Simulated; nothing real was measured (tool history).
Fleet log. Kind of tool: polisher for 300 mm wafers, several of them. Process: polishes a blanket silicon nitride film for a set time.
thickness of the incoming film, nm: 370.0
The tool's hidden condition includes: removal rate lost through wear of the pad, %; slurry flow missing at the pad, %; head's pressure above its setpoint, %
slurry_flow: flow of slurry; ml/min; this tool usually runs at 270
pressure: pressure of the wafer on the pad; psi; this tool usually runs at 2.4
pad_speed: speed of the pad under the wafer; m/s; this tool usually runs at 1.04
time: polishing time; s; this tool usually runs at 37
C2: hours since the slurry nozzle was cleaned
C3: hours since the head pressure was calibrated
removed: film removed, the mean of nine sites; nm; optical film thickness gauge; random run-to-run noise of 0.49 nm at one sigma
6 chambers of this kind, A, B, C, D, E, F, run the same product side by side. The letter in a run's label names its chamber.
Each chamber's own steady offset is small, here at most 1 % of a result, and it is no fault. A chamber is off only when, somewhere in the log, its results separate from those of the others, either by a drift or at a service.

{"run": "1E", "hour": 9.3, "slurry_flow": 270, "pressure": 2.4, "pad_speed": 1.04, "time": 37, "wafers polished on this pad": 887, "C2": 71.4, "C3": 737.9, "removed": 41.482}
{"hour": 13.7, "done": "chamber A: worn pad replaced by a new one"}
{"run": "2C", "hour": 19.6, "slurry_flow": 270, "pressure": 2.4, "pad_speed": 1.04, "time": 37, "wafers polished on this pad": 567, "C2": 130.8, "C3": 565.6, "removed": 41.919}
{"hour": 23.4, "done": "chamber D: worn pad replaced by a new one"}
{"run": "3A", "hour": 25.7, "slurry_flow": 270, "pressure": 2.4, "pad_speed": 1.04, "time": 37, "wafers polished on this pad": 160, "C2": 491.1, "C3": 351.7, "removed": 41.391}
{"run": "4B", "hour": 32.7, "slurry_flow": 270, "pressure": 2.4, "pad_speed": 1.04, "time": 37, "wafers polished on this pad": 692, "C2": 355.7, "C3": 528.4, "removed": 40.186}
{"hour": 41.5, "done": "chamber C: worn pad replaced by a new one"}
{"hour": 42.6, "done": "chamber E: worn pad replaced by a new one"}
{"run": "5D", "hour": 43.8, "slurry_flow": 270, "pressure": 2.4, "pad_speed": 1.04, "time": 37, "wafers polished on this pad": 272, "C2": 362.6, "C3": 819.8, "removed": 40.952}
{"hour": 52.7, "done": "chamber F: worn pad replaced by a new one"}
{"run": "6F", "hour": 56.2, "slurry_flow": 270, "pressure": 2.4, "pad_speed": 1.04, "time": 37, "wafers polished on this pad": 46, "C2": 464.7, "C3": 1014.0, "removed": 40.484}
{"hour": 56.9, "done": "chamber B: worn pad replaced by a new one"}
{"run": "7B", "hour": 62.3, "slurry_flow": 270, "pressure": 2.4, "pad_speed": 1.04, "time": 37, "wafers polished on this pad": 72, "C2": 385.3, "C3": 558.0, "removed": 40.795}
{"run": "8E", "hour": 71.7, "slurry_flow": 270, "pressure": 2.4, "pad_speed": 0.84, "time": 29, "wafers polished on this pad": 388, "C2": 133.8, "C3": 800.3, "removed": 27.52}
{"hour": 76.7, "done": "chamber D: slurry nozzle cleaned"}
{"run": "9A", "hour": 81.5, "slurry_flow": 270, "pressure": 2.4, "pad_speed": 0.84, "time": 29, "wafers polished on this pad": 904, "C2": 546.9, "C3": 407.5, "removed": 27.037}
{"run": "10C", "hour": 94.0, "slurry_flow": 270, "pressure": 2.4, "pad_speed": 0.84, "time": 29, "wafers polished on this pad": 699, "C2": 205.2, "C3": 640.0, "removed": 27.418}
{"hour": 96.9, "done": "chamber A: worn pad replaced by a new one"}
{"run": "11D", "hour": 107.2, "slurry_flow": 270, "pressure": 2.4, "pad_speed": 0.84, "time": 29, "wafers polished on this pad": 1117, "C2": 30.6, "C3": 883.2, "removed": 27.344}
{"hour": 112.3, "done": "chamber D: worn pad replaced by a new one"}
{"run": "12F", "hour": 113.0, "slurry_flow": 270, "pressure": 2.4, "pad_speed": 0.84, "time": 29, "wafers polished on this pad": 803, "C2": 521.5, "C3": 1070.8, "removed": 26.92}
{"run": "13D", "hour": 119.5, "slurry_flow": 270, "pressure": 2.4, "pad_speed": 0.84, "time": 29, "wafers polished on this pad": 96, "C2": 42.9, "C3": 895.5, "removed": 27.316}
{"hour": 121.1, "done": "chamber C: worn pad replaced by a new one"}
{"hour": 121.5, "done": "chamber F: worn pad replaced by a new one"}
{"hour": 122.5, "done": "chamber A: slurry nozzle cleaned"}
{"hour": 127.1, "done": "chamber B: worn pad replaced by a new one"}
{"run": "14B", "hour": 128.9, "slurry_flow": 270, "pressure": 2.4, "pad_speed": 1.04, "time": 37, "wafers polished on this pad": 24, "C2": 451.9, "C3": 624.6, "removed": 42.074}
{"hour": 131.5, "done": "chamber B: head pressure recalibrated"}
{"hour": 135.7, "done": "chamber E: worn pad replaced by a new one"}
{"run": "15E", "hour": 139.4, "slurry_flow": 270, "pressure": 2.4, "pad_speed": 1.04, "time": 37, "wafers polished on this pad": 49, "C2": 201.5, "C3": 868.0, "removed": 41.859}
{"hour": 140.1, "done": "chamber F: head pressure recalibrated"}
{"run": "16C", "hour": 146.8, "slurry_flow": 270, "pressure": 2.4, "pad_speed": 1.04, "time": 37, "wafers polished on this pad": 343, "C2": 258.0, "C3": 692.8, "removed": 41.304}
{"run": "17A", "hour": 159.8, "slurry_flow": 305, "pressure": 2.4, "pad_speed": 1.04, "time": 37, "wafers polished on this pad": 838, "C2": 37.3, "C3": 485.8, "removed": 41.204}
{"hour": 171.4, "done": "chamber A: worn pad replaced by a new one"}
{"run": "18F", "hour": 172.8, "slurry_flow": 305, "pressure": 2.4, "pad_speed": 1.04, "time": 37, "wafers polished on this pad": 684, "C2": 581.3, "C3": 32.7, "removed": 42.324}
{"run": "19E", "hour": 182.3, "slurry_flow": 305, "pressure": 2.4, "pad_speed": 1.04, "time": 37, "wafers polished on this pad": 621, "C2": 244.4, "C3": 910.9, "removed": 40.555}
{"hour": 192.7, "done": "chamber C: worn pad replaced by a new one"}
{"run": "20C", "hour": 193.8, "slurry_flow": 305, "pressure": 2.4, "pad_speed": 1.04, "time": 37, "wafers polished on this pad": 15, "C2": 305.0, "C3": 739.8, "removed": 41.303}
{"run": "21F", "hour": 201.1, "slurry_flow": 305, "pressure": 2.4, "pad_speed": 1.04, "time": 37, "wafers polished on this pad": 1061, "C2": 609.6, "C3": 61.0, "removed": 41.157}
{"hour": 201.6, "done": "chamber B: worn pad replaced by a new one"}
{"hour": 203.5, "done": "chamber F: worn pad replaced by a new one"}
{"hour": 206.6, "done": "chamber D: worn pad replaced by a new one"}
{"run": "22B", "hour": 210.7, "slurry_flow": 305, "pressure": 2.4, "pad_speed": 1.04, "time": 37, "wafers polished on this pad": 122, "C2": 533.7, "C3": 79.2, "removed": 41.454}
{"run": "23D", "hour": 220.5, "slurry_flow": 270, "pressure": 2.4, "pad_speed": 1.04, "time": 37, "wafers polished on this pad": 186, "C2": 143.9, "C3": 996.5, "removed": 41.937}
{"hour": 226.8, "done": "chamber A: head pressure recalibrated"}
{"hour": 230.5, "done": "chamber E: worn pad replaced by a new one"}
{"run": "24A", "hour": 233.0, "slurry_flow": 270, "pressure": 2.4, "pad_speed": 1.04, "time": 37, "wafers polished on this pad": 822, "C2": 110.5, "C3": 6.2, "removed": 41.409}
{"run": "25A", "hour": 244.2, "slurry_flow": 270, "pressure": 2.4, "pad_speed": 1.04, "time": 37, "wafers polished on this pad": 971, "C2": 121.7, "C3": 17.4, "removed": 41.542}
{"hour": 245.0, "done": "chamber A: worn pad replaced by a new one"}
{"run": "26E", "hour": 253.7, "slurry_flow": 270, "pressure": 2.4, "pad_speed": 1.04, "time": 37, "wafers polished on this pad": 309, "C2": 315.8, "C3": 982.3, "removed": 40.763}
{"hour": 263.6, "done": "chamber C: worn pad replaced by a new one"}
{"run": "27B", "hour": 265.7, "slurry_flow": 270, "pressure": 2.4, "pad_speed": 1.04, "time": 37, "wafers polished on this pad": 855, "C2": 588.7, "C3": 134.2, "removed": 41.916}
{"run": "28D", "hour": 273.3, "slurry_flow": 270, "pressure": 2.4, "pad_speed": 1.04, "time": 37, "wafers polished on this pad": 889, "C2": 196.7, "C3": 1049.3, "removed": 41.427}
{"hour": 276.6, "done": "chamber F: worn pad replaced by a new one"}
{"hour": 278.0, "done": "chamber B: worn pad replaced by a new one"}
{"run": "29F", "hour": 280.8, "slurry_flow": 270, "pressure": 2.4, "pad_speed": 1.04, "time": 37, "wafers polished on this pad": 56, "C2": 689.3, "C3": 140.7, "removed": 41.3}
{"run": "30C", "hour": 292.6, "slurry_flow": 270, "pressure": 2.4, "pad_speed": 1.04, "time": 37, "wafers polished on this pad": 387, "C2": 403.8, "C3": 838.6, "removed": 40.696}
{"hour": 295.6, "done": "chamber D: worn pad replaced by a new one"}
{"run": "31F", "hour": 303.6, "slurry_flow": 270, "pressure": 2.4, "pad_speed": 1.04, "time": 37, "wafers polished on this pad": 360, "C2": 712.1, "C3": 163.5, "removed": 41.017}
{"run": "32E", "hour": 315.1, "slurry_flow": 325, "pressure": 2.7, "pad_speed": 1.04, "time": 37, "wafers polished on this pad": 1128, "C2": 377.2, "C3": 1043.7, "removed": 47.913}
{"hour": 320.5, "done": "chamber A: worn pad replaced by a new one"}
{"run": "33C", "hour": 326.2, "slurry_flow": 325, "pressure": 2.7, "pad_speed": 1.04, "time": 37, "wafers polished on this pad": 835, "C2": 437.4, "C3": 872.2, "removed": 47.926}
{"run": "34D", "hour": 334.6, "slurry_flow": 325, "pressure": 2.7, "pad_speed": 1.04, "time": 37, "wafers polished on this pad": 520, "C2": 258.0, "C3": 1110.6, "removed": 47.634}
{"run": "35B", "hour": 345.0, "slurry_flow": 325, "pressure": 2.7, "pad_speed": 1.04, "time": 37, "wafers polished on this pad": 893, "C2": 668.0, "C3": 213.5, "removed": 46.791}
{"hour": 346.4, "done": "chamber B: worn pad replaced by a new one"}
{"run": "36A", "hour": 350.9, "slurry_flow": 325, "pressure": 2.7, "pad_speed": 1.04, "time": 37, "wafers polished on this pad": 406, "C2": 228.4, "C3": 124.1, "removed": 46.107}
{"run": "37A", "hour": 359.5, "slurry_flow": 325, "pressure": 2.7, "pad_speed": 1.04, "time": 37, "wafers polished on this pad": 520, "C2": 237.0, "C3": 132.7, "removed": 47.039}
{"hour": 359.8, "done": "chamber F: worn pad replaced by a new one"}
{"run": "38F", "hour": 366.7, "slurry_flow": 270, "pressure": 2.4, "pad_speed": 1.04, "time": 37, "wafers polished on this pad": 92, "C2": 775.2, "C3": 226.6, "removed": 41.129}
{"run": "39B", "hour": 378.5, "slurry_flow": 270, "pressure": 2.4, "pad_speed": 1.04, "time": 37, "wafers polished on this pad": 428, "C2": 701.5, "C3": 247.0, "removed": 41.197}

The same settings go to every chamber for the next run, one line per chamber below. Forecast the results for each:
{"run": "40A", "hour": 388.0, "slurry_flow": 270, "pressure": 2.4, "pad_speed": 0.84, "time": 37, "removed": "?"}
{"run": "40B", "hour": 388.0, "slurry_flow": 270, "pressure": 2.4, "pad_speed": 0.84, "time": 37, "removed": "?"}
{"run": "40C", "hour": 388.0, "slurry_flow": 270, "pressure": 2.4, "pad_speed": 0.84, "time": 37, "removed": "?"}
{"run": "40D", "hour": 388.0, "slurry_flow": 270, "pressure": 2.4, "pad_speed": 0.84, "time": 37, "removed": "?"}
{"run": "40E", "hour": 388.0, "slurry_flow": 270, "pressure": 2.4, "pad_speed": 0.84, "time": 37, "removed": "?"}
{"run": "40F", "hour": 388.0, "slurry_flow": 270, "pressure": 2.4, "pad_speed": 0.84, "time": 37, "removed": "?"}

run=40A removed=35.491
run=40B removed=34.774
run=40C removed=34.437
run=40D removed=34.678
run=40E removed=35.192
run=40F removed=34.270

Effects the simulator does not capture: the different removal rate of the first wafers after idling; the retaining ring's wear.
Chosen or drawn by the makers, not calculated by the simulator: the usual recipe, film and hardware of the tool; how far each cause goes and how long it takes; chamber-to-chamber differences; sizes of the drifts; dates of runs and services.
